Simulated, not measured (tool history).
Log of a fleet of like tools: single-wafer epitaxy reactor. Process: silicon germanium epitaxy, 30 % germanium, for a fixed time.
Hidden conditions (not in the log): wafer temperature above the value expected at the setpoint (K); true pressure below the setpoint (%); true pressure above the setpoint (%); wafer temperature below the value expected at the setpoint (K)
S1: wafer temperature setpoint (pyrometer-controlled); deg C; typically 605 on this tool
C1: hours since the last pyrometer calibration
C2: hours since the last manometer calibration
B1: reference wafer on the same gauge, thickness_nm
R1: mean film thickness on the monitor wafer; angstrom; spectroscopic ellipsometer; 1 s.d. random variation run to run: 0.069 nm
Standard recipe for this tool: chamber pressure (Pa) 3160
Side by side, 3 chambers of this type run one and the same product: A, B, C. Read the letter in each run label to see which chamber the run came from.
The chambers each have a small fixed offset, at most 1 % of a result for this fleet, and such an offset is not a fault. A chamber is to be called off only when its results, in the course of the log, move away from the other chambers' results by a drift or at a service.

{"run": "1B", "hour": 5.0, "S1": 605, "chamber pressure (Pa)": 3160, "C1": 112.4, "C2": 1558.8, "B1": 62.32, "R1": 690.2}
{"run": "2C", "hour": 10.0, "S1": 605, "chamber pressure (Pa)": 3160, "C1": 58.4, "C2": 80.7, "B1": 62.305, "R1": 685.33}
{"run": "3A", "hour": 15.3, "S1": 605, "chamber pressure (Pa)": 3160, "C1": 873, "C2": 2255.9, "B1": 62.31, "R1": 693.75}
{"run": "4C", "hour": 18.6, "S1": 605, "chamber pressure (Pa)": 3160, "C1": 67, "C2": 89.3, "B1": 62.32, "R1": 686.36}
{"run": "5B", "hour": 23.2, "S1": 605, "chamber pressure (Pa)": 3160, "C1": 130.6, "C2": 1577, "B1": 62.336, "R1": 691.3}
{"run": "6A", "hour": 28.2, "S1": 605, "chamber pressure (Pa)": 3160, "C1": 885.9, "C2": 2268.8, "B1": 62.335, "R1": 694.83}
{"run": "7C", "hour": 32.1, "S1": 605, "chamber pressure (Pa)": 3160, "C1": 80.5, "C2": 102.8, "B1": 62.335, "R1": 686.3}
{"run": "8A", "hour": 39.0, "S1": 605, "chamber pressure (Pa)": 3160, "C1": 896.7, "C2": 2279.6, "B1": 62.358, "R1": 694.75}
{"hour": 39.1, "done": "chamber B: capacitance manometer re-zeroed and calibrated"}
{"run": "9B", "hour": 45.6, "S1": 605, "chamber pressure (Pa)": 3160, "C1": 153, "C2": 6.6, "B1": 62.353, "R1": 691.57}
{"run": "10A", "hour": 52.4, "S1": 605, "chamber pressure (Pa)": 3160, "C1": 910.1, "C2": 2293, "B1": 62.367, "R1": 694.06}
{"run": "11B", "hour": 56.1, "S1": 605, "chamber pressure (Pa)": 3160, "C1": 163.5, "C2": 17.1, "B1": 62.373, "R1": 692.38}
{"run": "12C", "hour": 60.6, "S1": 594, "chamber pressure (Pa)": 3160, "C1": 109, "C2": 131.3, "B1": 62.399, "R1": 561.62}
{"run": "13A", "hour": 65.8, "S1": 594, "chamber pressure (Pa)": 3160, "C1": 923.5, "C2": 2306.4, "B1": 62.4, "R1": 565.41}
{"run": "14B", "hour": 72.5, "S1": 594, "chamber pressure (Pa)": 3160, "C1": 179.9, "C2": 33.5, "B1": 62.394, "R1": 568.02}
{"run": "15C", "hour": 77.3, "S1": 605, "chamber pressure (Pa)": 3160, "C1": 125.7, "C2": 148, "B1": 62.413, "R1": 687.38}
{"run": "16A", "hour": 81.1, "S1": 605, "chamber pressure (Pa)": 3160, "C1": 938.8, "C2": 2321.7, "B1": 62.427, "R1": 696.14}
{"run": "17C", "hour": 84.5, "S1": 616, "chamber pressure (Pa)": 3800, "C1": 132.9, "C2": 155.2, "B1": 62.404, "R1": 901.15}
{"run": "18B", "hour": 90.6, "S1": 616, "chamber pressure (Pa)": 3800, "C1": 198, "C2": 51.6, "B1": 62.451, "R1": 904.06}
{"run": "19B", "hour": 96.5, "S1": 616, "chamber pressure (Pa)": 3800, "C1": 203.9, "C2": 57.5, "B1": 62.436, "R1": 906.11}
{"run": "20C", "hour": 100.3, "S1": 605, "chamber pressure (Pa)": 3160, "C1": 148.7, "C2": 171, "B1": 62.437, "R1": 687.86}
{"run": "21A", "hour": 104.9, "S1": 605, "chamber pressure (Pa)": 3160, "C1": 962.6, "C2": 2345.5, "B1": 62.447, "R1": 695.04}
{"run": "22A", "hour": 111.4, "S1": 605, "chamber pressure (Pa)": 3160, "C1": 969.1, "C2": 2352, "B1": 62.454, "R1": 694.24}
{"run": "23B", "hour": 115.3, "S1": 605, "chamber pressure (Pa)": 3160, "C1": 222.7, "C2": 76.3, "B1": 62.455, "R1": 692.09}
{"run": "24C", "hour": 118.8, "S1": 605, "chamber pressure (Pa)": 3160, "C1": 167.2, "C2": 189.5, "B1": 62.46, "R1": 687.53}
{"run": "25C", "hour": 125.1, "S1": 605, "chamber pressure (Pa)": 3160, "C1": 173.5, "C2": 195.8, "B1": 62.484, "R1": 687.26}
{"run": "26B", "hour": 128.9, "S1": 605, "chamber pressure (Pa)": 3160, "C1": 236.3, "C2": 89.9, "B1": 62.484, "R1": 694.46}
{"run": "27A", "hour": 132.6, "S1": 605, "chamber pressure (Pa)": 3160, "C1": 990.3, "C2": 2373.2, "B1": 62.484, "R1": 695.06}
{"run": "28B", "hour": 137.6, "S1": 605, "chamber pressure (Pa)": 3160, "C1": 245, "C2": 98.6, "B1": 62.498, "R1": 693.92}
{"run": "29A", "hour": 141.5, "S1": 592, "chamber pressure (Pa)": 2453, "C1": 999.2, "C2": 2382.1, "B1": 62.499, "R1": 492.28}
{"run": "30C", "hour": 148.5, "S1": 592, "chamber pressure (Pa)": 2453, "C1": 196.9, "C2": 219.2, "B1": 62.508, "R1": 489.1}
{"run": "31B", "hour": 151.7, "S1": 592, "chamber pressure (Pa)": 2453, "C1": 259.1, "C2": 112.7, "B1": 62.521, "R1": 495.69}
{"run": "32A", "hour": 155.3, "S1": 605, "chamber pressure (Pa)": 3160, "C1": 1013, "C2": 2395.9, "B1": 62.513, "R1": 694.73}
{"run": "33C", "hour": 158.9, "S1": 605, "chamber pressure (Pa)": 3160, "C1": 207.3, "C2": 229.6, "B1": 62.515, "R1": 689.01}
{"run": "34B", "hour": 166.1, "S1": 605, "chamber pressure (Pa)": 3160, "C1": 273.5, "C2": 127.1, "B1": 62.546, "R1": 693.04}
{"run": "35C", "hour": 171.2, "S1": 605, "chamber pressure (Pa)": 3160, "C1": 219.6, "C2": 241.9, "B1": 62.521, "R1": 689}
{"run": "36A", "hour": 178.0, "S1": 605, "chamber pressure (Pa)": 3160, "C1": 1035.7, "C2": 2418.6, "B1": 62.547, "R1": 696.55}

Has any chamber moved away from the others, gradually or after a service, or does the common gauge drift, or do the chambers differ only by their own small steady offsets? State the chamber and the most likely cause if one applies.

The shared gauge is drifting. All chambers look as if they move in step, but none is off.
Cause: gauge reads high (%) = 0.412.

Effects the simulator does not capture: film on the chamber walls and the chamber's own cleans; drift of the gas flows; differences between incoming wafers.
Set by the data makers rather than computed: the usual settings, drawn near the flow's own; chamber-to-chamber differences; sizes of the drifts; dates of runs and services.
